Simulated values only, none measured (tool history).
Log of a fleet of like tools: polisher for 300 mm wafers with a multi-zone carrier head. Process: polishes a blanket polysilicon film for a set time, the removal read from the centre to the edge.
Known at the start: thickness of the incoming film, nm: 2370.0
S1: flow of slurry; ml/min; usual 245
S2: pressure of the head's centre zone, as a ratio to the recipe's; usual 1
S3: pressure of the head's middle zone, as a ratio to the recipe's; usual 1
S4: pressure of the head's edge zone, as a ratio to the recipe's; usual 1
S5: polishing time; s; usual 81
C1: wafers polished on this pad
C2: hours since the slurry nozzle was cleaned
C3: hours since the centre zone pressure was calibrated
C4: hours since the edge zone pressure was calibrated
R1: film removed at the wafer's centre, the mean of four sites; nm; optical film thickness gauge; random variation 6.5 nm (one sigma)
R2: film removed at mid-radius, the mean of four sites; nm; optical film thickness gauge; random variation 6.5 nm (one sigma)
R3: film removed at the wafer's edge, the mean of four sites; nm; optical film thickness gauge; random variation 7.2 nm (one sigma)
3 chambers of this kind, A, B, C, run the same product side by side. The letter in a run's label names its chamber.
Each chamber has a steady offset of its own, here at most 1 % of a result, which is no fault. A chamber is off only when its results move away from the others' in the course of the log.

run   hour   S1    S2    S3    S4  S5    C1     C2     C3     C4      R1      R2      R3
 1A    9.3  245     1     1     1  81   130  387.1  291.7  653.7  596.03  605.74  596.42
 2B   18.4  245     1     1     1  81   377  252.5   85.9  253.8  591.68  607.66   608.1
 3C   27.5  245     1     1     1  81   713  443.9  145.7  631.9  595.07  601.27  616.34
      28.2  -- chamber C: slurry nozzle cleaned
      30.1  -- chamber B: worn pad replaced by a new one
 4C   35.5  245     1     1     1  81   759    7.4  153.7  639.9  603.58  618.72  593.38
 5B   42.1  245     1     1     1  81    69  276.2  109.6  277.5  606.92  612.92  614.64
 6A   49.1  245     1     1     1  81   362  426.9  331.5  693.5  609.57  601.59  615.11
 7B   59.1  245     1     1     1  81   168  293.2  126.6  294.5  601.44  609.45  598.39
 8C   68.5  245     1     1     1  81   951   40.4  186.7  672.9   613.4  610.98  604.13
 9A   74.8  245     1  0.88     1  81   511  452.6  357.2  719.2  592.77  542.53  616.71
10A     80  245     1  0.88     1  81   542  457.8  362.4  724.4  601.11  533.66  611.31
11B   87.6  245     1  0.88     1  81   334  321.7  155.1    323  620.19  545.32  596.52
      92.2  -- chamber C: worn pad replaced by a new one
12C   92.6  245     1     1     1  81     2   64.5  210.8    697  611.53  603.38  608.79
13B   97.9  245   1.1     1     1  81   394    332  165.4  333.3  675.03  603.08  603.68
14A  102.3  245   1.1     1     1  81   671  480.1  384.7  746.7  660.14  603.68   605.3
     106.7  -- chamber B: slurry nozzle cleaned
15C  108.5  245   1.1     1     1  81    95   80.4  226.7  712.9   674.3  602.15  615.95
16A  113.4  245     1     1     1  81   736  491.2  395.8  757.8  598.76  593.38  616.24
     122.6  -- chamber B: worn pad replaced by a new one
17B  122.7  245     1     1     1  81     0   16.1  190.2  358.1  624.86  603.68  611.29
18C  128.4  245     1     1     1  81   210  100.3  246.6  732.8  617.13  607.32  599.95
19B  132.9  245     1     1     1  81    60   26.3  200.4  368.3  610.33  617.01  601.93
20C    139  245     1     1     1  81   272  110.9  257.2  743.4  620.49  595.82  618.25
21A  145.6  245     1     1     1  81   923  523.4    428    790   594.3  612.74  620.81
22C  149.9  245     1     1     1  81   335  121.8  268.1  754.3   614.9   603.3  611.22
23A  155.9  245     1     1     1  81   983  533.7  438.3  800.3  598.36  606.68  617.33
24B  162.6  245     1     1     1  81   232     56  230.1    398  616.23  608.48  604.16
25B  169.2  245     1     1     1  81   271   62.6  236.7  404.6  608.57  607.15  608.32
26C  176.3  245     1     1     1  81   489  148.2  294.5  780.7  602.94  607.48  605.98
27A  183.6  245     1  1.04  1.08  81  1144  561.4    466    828  596.51  618.85  648.73
28B  193.2  245     1  1.04  1.08  81   410   86.6  260.7  428.6  607.62  631.33  620.96
     198.7  -- chamber A: worn pad replaced by a new one
29C  202.8  245     1  1.04  1.08  81   643  174.7    321  807.2  617.57  626.84  635.15
30A  209.9  245     1  0.92     1  81    65  587.7  492.3  854.3  597.62  554.97  624.47
31A  215.4  245     1  0.92     1  81    97  593.2  497.8  859.8  585.11  561.53  616.45
     220.2  -- chamber B: worn pad replaced by a new one
32B  220.5  245     1  0.92     1  81     2  113.9    288  455.9  611.56  559.71  606.71
33C  226.3  245  0.89     1     1  81   780  198.2  344.5  830.7  553.22  605.27   598.4
34C  235.7  245  0.89     1     1  81   834  207.6  353.9  840.1  533.92  607.35  614.94
35B  243.2  245  0.89     1     1  81   134  136.6  310.7  478.6  539.96  604.27  608.07
36A  248.6  245     1     1     1  81   290  626.4    531    893  594.23  601.42  601.66
37C  253.9  245     1     1     1  81   940  225.8  372.1  858.3   601.1  610.66  608.58
38B  262.2  245     1     1     1  81   244  155.6  329.7  497.6  602.67  592.26  602.08
39A  269.7  245     1     1     1  81   413  647.5  552.1  914.1  587.14  609.69  608.44
40A  275.1  245     1     1     1  81   444  652.9  557.5  919.5  585.39   592.8  609.08
     281.2  -- chamber C: worn pad replaced by a new one
41C  282.7  245  0.93     1  1.04  81     9  254.6  400.9  887.1  579.81  619.55  612.17
42B  288.6  245  0.93     1  1.04  81   398    182  356.1    524  568.63   608.6  619.63

Next, every chamber runs the same settings. What will each give?
43A  295.7  245   1   1   1  81                   ?   ?   ?
43B  295.7  245   1   1   1  81                   ?   ?   ?
43C  295.7  245   1   1   1  81                   ?   ?   ?

run      R1      R2      R3
43A  575.02   592.5  603.48
43B  631.23  604.92  604.16
43C  612.69  598.21  604.55
